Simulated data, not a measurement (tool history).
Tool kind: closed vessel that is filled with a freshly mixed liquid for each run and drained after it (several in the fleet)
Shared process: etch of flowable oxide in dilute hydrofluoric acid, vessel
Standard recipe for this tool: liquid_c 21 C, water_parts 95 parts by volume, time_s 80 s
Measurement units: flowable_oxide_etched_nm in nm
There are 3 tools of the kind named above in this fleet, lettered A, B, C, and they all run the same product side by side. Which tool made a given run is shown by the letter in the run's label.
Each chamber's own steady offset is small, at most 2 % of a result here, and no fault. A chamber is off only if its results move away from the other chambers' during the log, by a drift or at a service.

| run | day | liquid_c | water_parts | time_s | hours since the thermometer was replaced | hours since the hydrofluoric acid flow meter was replaced | read-back film thickness of the flowable oxide reference wafer, read on the same gauge (nm) | flowable_oxide_etched_nm |
|---|---|---|---|---|---|---|---|---|
| 1C | 0.312 | 21 | 95 | 80 | 266 | 1541.1 | 90.002 | 35.116 |
| 2A | 0.554 | 21 | 95 | 80 | 292 | 79.3 | 90.019 | 34.961 |
| 3B | 0.825 | 21 | 95 | 80 | 500.2 | 411.7 | 89.986 | 34.706 |
| 4B | 1.05 | 21 | 95 | 80 | 505.6 | 417.1 | 89.962 | 34.913 |
| 5A | 1.35 | 21 | 95 | 80 | 311.1 | 98.4 | 89.988 | 34.85 |
| 6C | 1.571 | 21 | 95 | 80 | 296.2 | 1571.3 | 90.029 | 34.935 |
| 7A | 1.867 | 21 | 95 | 80 | 323.5 | 110.8 | 89.989 | 34.958 |
| 8C | 2.133 | 21 | 115 | 80 | 309.7 | 1584.8 | 90.024 | 28.482 |
| 9B | 2.429 | 21 | 115 | 80 | 538.7 | 450.2 | 89.965 | 27.862 |
| 10C | 2.654 | 21 | 115 | 80 | 322.2 | 1597.3 | 90.018 | 28.082 |
| 11B | 2.938 | 21 | 95 | 80 | 550.9 | 462.4 | 90.006 | 33.977 |
| 12A | 3.1 | 21 | 95 | 80 | 353.1 | 140.4 | 89.975 | 34.74 |
| 13B | 3.354 | 21 | 95 | 80 | 560.9 | 472.4 | 89.997 | 34.675 |
| 14C | 3.571 | 21 | 95 | 80 | 344.2 | 1619.3 | 90.007 | 34.59 |
| 15A | 3.742 | 21 | 95 | 80 | 368.5 | 155.8 | 90.015 | 34.588 |
| 16A | 3.933 | 21 | 95 | 80 | 373.1 | 160.4 | 90.03 | 34.667 |
| 17B | 4.15 | 21 | 95 | 80 | 580 | 491.5 | 89.971 | 35.364 |
| 18C | 4.383 | 21 | 95 | 80 | 363.7 | 1638.8 | 89.993 | 33.826 |
| 19B | 4.642 | 21 | 80 | 80 | 591.8 | 503.3 | 89.994 | 42.376 |
| 20C | 4.867 | 21 | 80 | 80 | 375.3 | 1650.4 | 89.99 | 41.25 |
| 21A | 5.138 | 21 | 80 | 80 | 402 | 189.3 | 90.044 | 42.212 |
| 22B | 5.438 | 21 | 95 | 105 | 610.9 | 522.4 | 90.031 | 45.339 |
| 23A | 5.692 | 21 | 95 | 105 | 415.3 | 202.6 | 90.035 | 45.032 |
| 24C | 5.925 | 21 | 95 | 105 | 400.7 | 1675.8 | 89.954 | 42.89 |
| 25B | 6.158 | 21 | 95 | 80 | 628.2 | 539.7 | 90.009 | 34.681 |
| 26C | 6.425 | 21 | 95 | 80 | 412.7 | 1687.8 | 89.98 | 32.093 |
| 27A | 6.717 | 21 | 95 | 80 | 439.9 | 227.2 | 90.01 | 34.548 |

Has any chamber moved away from the others, gradually or after a service, or does the common gauge drift, or do the chambers differ only by their own small steady offsets? State the chamber and the most likely cause if one applies.

Little by little, chamber C moves away from the other chambers.
Cause: hydrofluoric acid flow below the setpoint (%) = 9.58.
The log might look much the same if the cause were instead: liquid colder than its thermometer reads (K).

Below are 4 candidate recipes for chamber C's next run, each the usual settings with a change, their results shown as question marks. Which of them brings C's results back in line with what the other chambers give on the usual settings?
To be in line, a result may differ from the other chambers' mean on the usual settings by at most: flowable_oxide_etched_nm 1.2 nm
| 28C-1 | 6.967 | 19 | 95 | 80 |  |  |  | ? |
| 28C-2 | 6.967 | 21.5 | 95 | 80 |  |  |  | ? |
| 28C-3 | 6.967 | 23 | 95 | 80 |  |  |  | ? |
| 28C-4 | 6.967 | 20.5 | 95 | 80 |  |  |  | ? |

The mean the other chambers reach with the usual settings: flowable_oxide_etched_nm 34.677 nm
| run | flowable_oxide_etched_nm |
|---|---|
| 28C-1 | 29.006 |
| 28C-2 | 32.085 |
| 28C-3 | 34.061 |
| 28C-4 | 30.834 |
28C-3 puts the chamber back in line with the other chambers.

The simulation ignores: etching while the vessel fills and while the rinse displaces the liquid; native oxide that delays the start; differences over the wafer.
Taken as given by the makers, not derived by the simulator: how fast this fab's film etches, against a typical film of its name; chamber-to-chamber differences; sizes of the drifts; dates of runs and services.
